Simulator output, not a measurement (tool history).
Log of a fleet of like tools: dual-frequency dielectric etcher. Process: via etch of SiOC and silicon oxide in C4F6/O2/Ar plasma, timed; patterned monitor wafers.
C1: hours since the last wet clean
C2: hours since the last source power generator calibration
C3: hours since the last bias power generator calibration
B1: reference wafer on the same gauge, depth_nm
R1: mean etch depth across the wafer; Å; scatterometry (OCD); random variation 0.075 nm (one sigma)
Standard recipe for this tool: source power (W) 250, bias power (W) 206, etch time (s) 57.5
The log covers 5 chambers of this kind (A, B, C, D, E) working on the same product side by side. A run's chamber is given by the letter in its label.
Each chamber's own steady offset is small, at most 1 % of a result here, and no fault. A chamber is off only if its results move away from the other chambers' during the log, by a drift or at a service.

{"run": "1E", "hour": 14.2, "source power (W)": 250, "bias power (W)": 206, "etch time (s)": 57.5, "C1": 398.6, "C2": 1619.6, "C3": 137.8, "B1": 54.497, "R1": 563.43}
{"run": "2C", "hour": 29.1, "source power (W)": 250, "bias power (W)": 206, "etch time (s)": 57.5, "C1": 82.9, "C2": 5103.2, "C3": 76.7, "B1": 54.485, "R1": 567.68}
{"run": "3D", "hour": 43.9, "source power (W)": 250, "bias power (W)": 206, "etch time (s)": 57.5, "C1": 200.7, "C2": 1660.9, "C3": 1421.8, "B1": 54.481, "R1": 564.99}
{"run": "4B", "hour": 55.1, "source power (W)": 250, "bias power (W)": 206, "etch time (s)": 57.5, "C1": 390.2, "C2": 2878, "C3": 1458.1, "B1": 54.46, "R1": 566.32}
{"hour": 56.1, "done": "chamber E: wet clean of the chamber"}
{"run": "5A", "hour": 62.5, "source power (W)": 250, "bias power (W)": 206, "etch time (s)": 57.5, "C1": 259.7, "C2": 520.3, "C3": 1473.6, "B1": 54.453, "R1": 570.07}
{"run": "6E", "hour": 72.9, "source power (W)": 250, "bias power (W)": 206, "etch time (s)": 71, "C1": 16.8, "C2": 1678.3, "C3": 196.5, "B1": 54.473, "R1": 693.51}
{"run": "7B", "hour": 88.3, "source power (W)": 250, "bias power (W)": 206, "etch time (s)": 71, "C1": 423.4, "C2": 2911.2, "C3": 1491.3, "B1": 54.458, "R1": 698.71}
{"run": "8A", "hour": 101.9, "source power (W)": 250, "bias power (W)": 206, "etch time (s)": 71, "C1": 299.1, "C2": 559.7, "C3": 1513, "B1": 54.452, "R1": 703.89}
{"run": "9D", "hour": 114.6, "source power (W)": 250, "bias power (W)": 206, "etch time (s)": 71, "C1": 271.4, "C2": 1731.6, "C3": 1492.5, "B1": 54.447, "R1": 697.82}
{"run": "10C", "hour": 128.0, "source power (W)": 250, "bias power (W)": 206, "etch time (s)": 71, "C1": 181.8, "C2": 5202.1, "C3": 175.6, "B1": 54.432, "R1": 700.49}
{"run": "11A", "hour": 137.7, "source power (W)": 250, "bias power (W)": 206, "etch time (s)": 57.5, "C1": 334.9, "C2": 595.5, "C3": 1548.8, "B1": 54.425, "R1": 569.26}
{"run": "12C", "hour": 149.0, "source power (W)": 250, "bias power (W)": 206, "etch time (s)": 57.5, "C1": 202.8, "C2": 5223.1, "C3": 196.6, "B1": 54.421, "R1": 566.77}
{"run": "13B", "hour": 157.5, "source power (W)": 250, "bias power (W)": 206, "etch time (s)": 57.5, "C1": 492.6, "C2": 2980.4, "C3": 1560.5, "B1": 54.417, "R1": 565.88}
{"run": "14D", "hour": 171.1, "source power (W)": 250, "bias power (W)": 206, "etch time (s)": 57.5, "C1": 327.9, "C2": 1788.1, "C3": 1549, "B1": 54.393, "R1": 565.03}
{"run": "15E", "hour": 186.3, "source power (W)": 250, "bias power (W)": 206, "etch time (s)": 57.5, "C1": 130.2, "C2": 1791.7, "C3": 309.9, "B1": 54.404, "R1": 562.73}
{"hour": 191.3, "done": "chamber C: source power generator calibrated"}
{"run": "16C", "hour": 199.3, "source power (W)": 250, "bias power (W)": 206, "etch time (s)": 57.5, "C1": 253.1, "C2": 8.1, "C3": 246.9, "B1": 54.383, "R1": 566.85}
{"hour": 206.0, "done": "chamber D: wet clean of the chamber"}
{"run": "17E", "hour": 206.3, "source power (W)": 250, "bias power (W)": 206, "etch time (s)": 57.5, "C1": 150.2, "C2": 1811.7, "C3": 329.9, "B1": 54.379, "R1": 562.55}
{"run": "18B", "hour": 218.3, "source power (W)": 250, "bias power (W)": 206, "etch time (s)": 57.5, "C1": 553.4, "C2": 3041.2, "C3": 1621.3, "B1": 54.366, "R1": 565.47}
{"run": "19A", "hour": 230.2, "source power (W)": 250, "bias power (W)": 206, "etch time (s)": 57.5, "C1": 427.4, "C2": 688, "C3": 1641.3, "B1": 54.384, "R1": 568.38}
{"run": "20D", "hour": 244.5, "source power (W)": 250, "bias power (W)": 206, "etch time (s)": 57.5, "C1": 38.6, "C2": 1861.5, "C3": 1622.4, "B1": 54.351, "R1": 564.73}
{"hour": 249.6, "done": "chamber A: wet clean of the chamber"}
{"run": "21A", "hour": 258.6, "source power (W)": 250, "bias power (W)": 206, "etch time (s)": 57.5, "C1": 9, "C2": 716.4, "C3": 1669.7, "B1": 54.333, "R1": 568.01}
{"run": "22B", "hour": 269.1, "source power (W)": 250, "bias power (W)": 206, "etch time (s)": 57.5, "C1": 604.2, "C2": 3092, "C3": 1672.1, "B1": 54.352, "R1": 564.47}
{"run": "23C", "hour": 284.3, "source power (W)": 250, "bias power (W)": 206, "etch time (s)": 42, "C1": 338.1, "C2": 93.1, "C3": 331.9, "B1": 54.329, "R1": 413.83}
{"run": "24E", "hour": 296.6, "source power (W)": 250, "bias power (W)": 206, "etch time (s)": 42, "C1": 240.5, "C2": 1902, "C3": 420.2, "B1": 54.319, "R1": 409.83}
{"run": "25D", "hour": 308.7, "source power (W)": 250, "bias power (W)": 206, "etch time (s)": 42, "C1": 102.8, "C2": 1925.7, "C3": 1686.6, "B1": 54.33, "R1": 411.85}
{"run": "26C", "hour": 315.7, "source power (W)": 250, "bias power (W)": 206, "etch time (s)": 42, "C1": 369.5, "C2": 124.5, "C3": 363.3, "B1": 54.331, "R1": 412.76}
{"hour": 320.9, "done": "chamber B: wet clean of the chamber"}
{"run": "27A", "hour": 326.5, "source power (W)": 250, "bias power (W)": 206, "etch time (s)": 42, "C1": 76.9, "C2": 784.3, "C3": 1737.6, "B1": 54.326, "R1": 416.25}
{"run": "28B", "hour": 335.5, "source power (W)": 250, "bias power (W)": 206, "etch time (s)": 57.5, "C1": 14.6, "C2": 3158.4, "C3": 1738.5, "B1": 54.302, "R1": 564.11}
{"run": "29D", "hour": 345.1, "source power (W)": 250, "bias power (W)": 206, "etch time (s)": 57.5, "C1": 139.2, "C2": 1962.1, "C3": 1723, "B1": 54.305, "R1": 563.73}
{"run": "30E", "hour": 356.8, "source power (W)": 250, "bias power (W)": 206, "etch time (s)": 57.5, "C1": 300.7, "C2": 1962.2, "C3": 480.4, "B1": 54.325, "R1": 560.24}
{"run": "31D", "hour": 363.7, "source power (W)": 310, "bias power (W)": 206, "etch time (s)": 72, "C1": 157.8, "C2": 1980.7, "C3": 1741.6, "B1": 54.293, "R1": 767.26}
{"run": "32E", "hour": 373.5, "source power (W)": 310, "bias power (W)": 206, "etch time (s)": 72, "C1": 317.4, "C2": 1978.9, "C3": 497.1, "B1": 54.289, "R1": 762.3}
{"hour": 383.7, "done": "chamber A: bias power generator calibrated"}
{"run": "33A", "hour": 387.7, "source power (W)": 310, "bias power (W)": 206, "etch time (s)": 72, "C1": 138.1, "C2": 845.5, "C3": 4.1, "B1": 54.268, "R1": 770.19}
{"run": "34C", "hour": 398.6, "source power (W)": 310, "bias power (W)": 206, "etch time (s)": 72, "C1": 452.4, "C2": 207.4, "C3": 446.2, "B1": 54.293, "R1": 770.56}
{"run": "35B", "hour": 405.9, "source power (W)": 310, "bias power (W)": 206, "etch time (s)": 72, "C1": 85, "C2": 3228.8, "C3": 1808.9, "B1": 54.283, "R1": 767.41}
{"hour": 408.4, "done": "chamber E: wet clean of the chamber"}
{"run": "36A", "hour": 419.9, "source power (W)": 250, "bias power (W)": 206, "etch time (s)": 57.5, "C1": 170.3, "C2": 877.7, "C3": 36.3, "B1": 54.267, "R1": 568.6}
{"run": "37D", "hour": 431.5, "source power (W)": 250, "bias power (W)": 206, "etch time (s)": 57.5, "C1": 225.6, "C2": 2048.5, "C3": 1809.4, "B1": 54.239, "R1": 564.14}
{"run": "38E", "hour": 440.0, "source power (W)": 250, "bias power (W)": 206, "etch time (s)": 57.5, "C1": 31.6, "C2": 2045.4, "C3": 563.6, "B1": 54.24, "R1": 560.36}
{"hour": 442.6, "done": "chamber B: source power generator calibrated"}
{"run": "39C", "hour": 451.8, "source power (W)": 250, "bias power (W)": 206, "etch time (s)": 57.5, "C1": 505.6, "C2": 260.6, "C3": 499.4, "B1": 54.261, "R1": 566.24}
{"run": "40B", "hour": 466.5, "source power (W)": 250, "bias power (W)": 206, "etch time (s)": 57.5, "C1": 145.6, "C2": 23.9, "C3": 1869.5, "B1": 54.249, "R1": 563.63}
{"run": "41B", "hour": 479.4, "source power (W)": 250, "bias power (W)": 206, "etch time (s)": 57.5, "C1": 158.5, "C2": 36.8, "C3": 1882.4, "B1": 54.216, "R1": 565.4}
{"hour": 483.7, "done": "chamber D: source power generator calibrated"}
{"run": "42A", "hour": 488.9, "source power (W)": 250, "bias power (W)": 206, "etch time (s)": 57.5, "C1": 239.3, "C2": 946.7, "C3": 105.3, "B1": 54.225, "R1": 566.78}
{"run": "43C", "hour": 502.7, "source power (W)": 250, "bias power (W)": 206, "etch time (s)": 57.5, "C1": 556.5, "C2": 311.5, "C3": 550.3, "B1": 54.215, "R1": 564.45}
{"run": "44D", "hour": 514.1, "source power (W)": 250, "bias power (W)": 206, "etch time (s)": 57.5, "C1": 308.2, "C2": 30.4, "C3": 1892, "B1": 54.2, "R1": 562.08}

For the next run the whole fleet of 5 chambers uses the same settings. Give each chamber's results:
{"run": "45A", "hour": 525.4, "source power (W)": 250, "bias power (W)": 206, "etch time (s)": 57.5, "R1": "?"}
{"run": "45B", "hour": 525.4, "source power (W)": 250, "bias power (W)": 206, "etch time (s)": 57.5, "R1": "?"}
{"run": "45C", "hour": 525.4, "source power (W)": 250, "bias power (W)": 206, "etch time (s)": 57.5, "R1": "?"}
{"run": "45D", "hour": 525.4, "source power (W)": 250, "bias power (W)": 206, "etch time (s)": 57.5, "R1": "?"}
{"run": "45E", "hour": 525.4, "source power (W)": 250, "bias power (W)": 206, "etch time (s)": 57.5, "R1": "?"}

run=45A R1=566.21
run=45B R1=564.28
run=45C R1=564.09
run=45D R1=562.15
run=45E R1=558.97
